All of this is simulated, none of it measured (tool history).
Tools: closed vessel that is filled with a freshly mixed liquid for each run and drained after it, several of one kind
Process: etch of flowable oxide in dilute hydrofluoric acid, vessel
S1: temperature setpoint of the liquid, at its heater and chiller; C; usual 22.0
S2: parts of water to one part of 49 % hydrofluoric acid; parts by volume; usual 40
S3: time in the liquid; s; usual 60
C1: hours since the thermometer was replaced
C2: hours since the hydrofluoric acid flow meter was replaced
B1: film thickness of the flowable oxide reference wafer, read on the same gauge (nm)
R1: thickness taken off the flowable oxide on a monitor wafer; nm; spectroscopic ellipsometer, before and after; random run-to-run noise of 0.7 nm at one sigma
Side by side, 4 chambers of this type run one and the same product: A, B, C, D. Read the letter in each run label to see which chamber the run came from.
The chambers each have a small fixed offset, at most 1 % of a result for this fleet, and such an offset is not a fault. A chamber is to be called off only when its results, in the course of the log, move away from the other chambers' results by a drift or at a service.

run,day,S1,S2,S3,C1,C2,B1,R1
1A,0.317,22.0,40,60,258.5,784.3,110.00,72.878
2D,0.679,22.0,40,60,1215.1,488.8,109.96,69.552
3B,0.950,22.0,40,60,888.3,262.0,109.99,71.367
4C,1.267,22.0,40,60,493.5,319.0,110.00,71.901
5C,1.567,22.0,40,60,500.7,326.2,110.01,71.734
6B,1.896,22.0,40,60,911.0,284.7,110.00,70.954
7D,2.196,22.0,25,60,1251.5,525.2,109.98,114.800
8A,2.500,22.0,25,60,310.9,836.7,109.99,118.880
9B,2.829,22.0,25,60,933.4,307.1,110.00,116.620
10A,3.171,22.0,25,60,327.0,852.8,110.01,117.220
11D,3.379,22.0,40,60,1279.9,553.6,110.02,70.693
12C,3.612,22.0,40,60,549.8,375.3,109.99,71.445
13D,3.875,22.0,40,60,1291.8,565.5,109.98,71.448
14A,4.229,22.0,40,60,352.4,878.2,110.03,71.325
15B,4.517,18.0,30,60,973.9,347.6,110.02,82.875
16C,4.712,18.0,30,60,576.2,401.7,109.99,82.467
17B,5.079,18.0,30,60,987.4,361.1,110.01,82.440
18D,5.275,18.0,30,60,1325.4,599.1,109.99,81.507
19A,5.529,22.0,40,60,383.6,909.4,109.98,73.280
20C,5.796,22.0,40,60,602.2,427.7,109.99,70.908
21A,6.088,22.0,40,60,397.0,922.8,110.01,72.168
22B,6.404,19.5,40,60,1019.2,392.9,110.00,64.756
23D,6.638,19.5,40,60,1358.1,631.8,109.99,64.278
24C,6.917,19.5,40,60,629.1,454.6,110.05,64.845
25C,7.167,19.5,40,60,635.1,460.6,110.00,64.584
26A,7.375,22.0,40,60,427.9,953.7,110.01,71.170
27D,7.696,22.0,40,60,1383.5,657.2,109.99,71.629
28B,7.912,22.0,40,60,1055.4,429.1,109.99,71.552
29A,8.196,22.0,40,60,447.6,973.4,109.97,71.242
30D,8.500,22.0,40,75,1402.8,676.5,109.99,89.296
31B,8.742,22.0,40,75,1075.3,449.0,109.98,88.039
32C,9.004,22.0,40,75,679.2,504.7,109.99,89.627
33B,9.254,22.0,40,75,1087.6,461.3,110.00,90.267
34C,9.462,22.0,40,60,690.2,515.7,110.01,71.193
35D,9.812,22.0,40,60,1434.3,708.0,110.00,71.718
36A,10.175,22.0,40,60,495.1,1020.9,109.96,72.926
37C,10.408,22.0,60,40,712.9,538.4,110.02,31.484
38B,10.708,22.0,60,40,1122.5,496.2,109.96,31.420
39A,10.912,22.0,60,40,512.8,1038.6,110.01,31.398
40D,11.158,22.0,60,40,1466.6,740.3,110.03,30.588
41A,11.504,22.0,40,60,527.0,1052.8,109.98,72.597
42C,11.804,22.0,40,60,746.4,571.9,109.99,71.979
43D,12.096,22.0,40,60,1489.1,762.8,110.03,70.378

Each of the 4 chambers runs these same settings next. Fill in every chamber's results:
44A,12.371,22.0,40,45,,,,?
44B,12.371,22.0,40,45,,,,?
44C,12.371,22.0,40,45,,,,?
44D,12.371,22.0,40,45,,,,?

run,R1
44A,54.378
44B,53.928
44C,54.712
44D,53.495
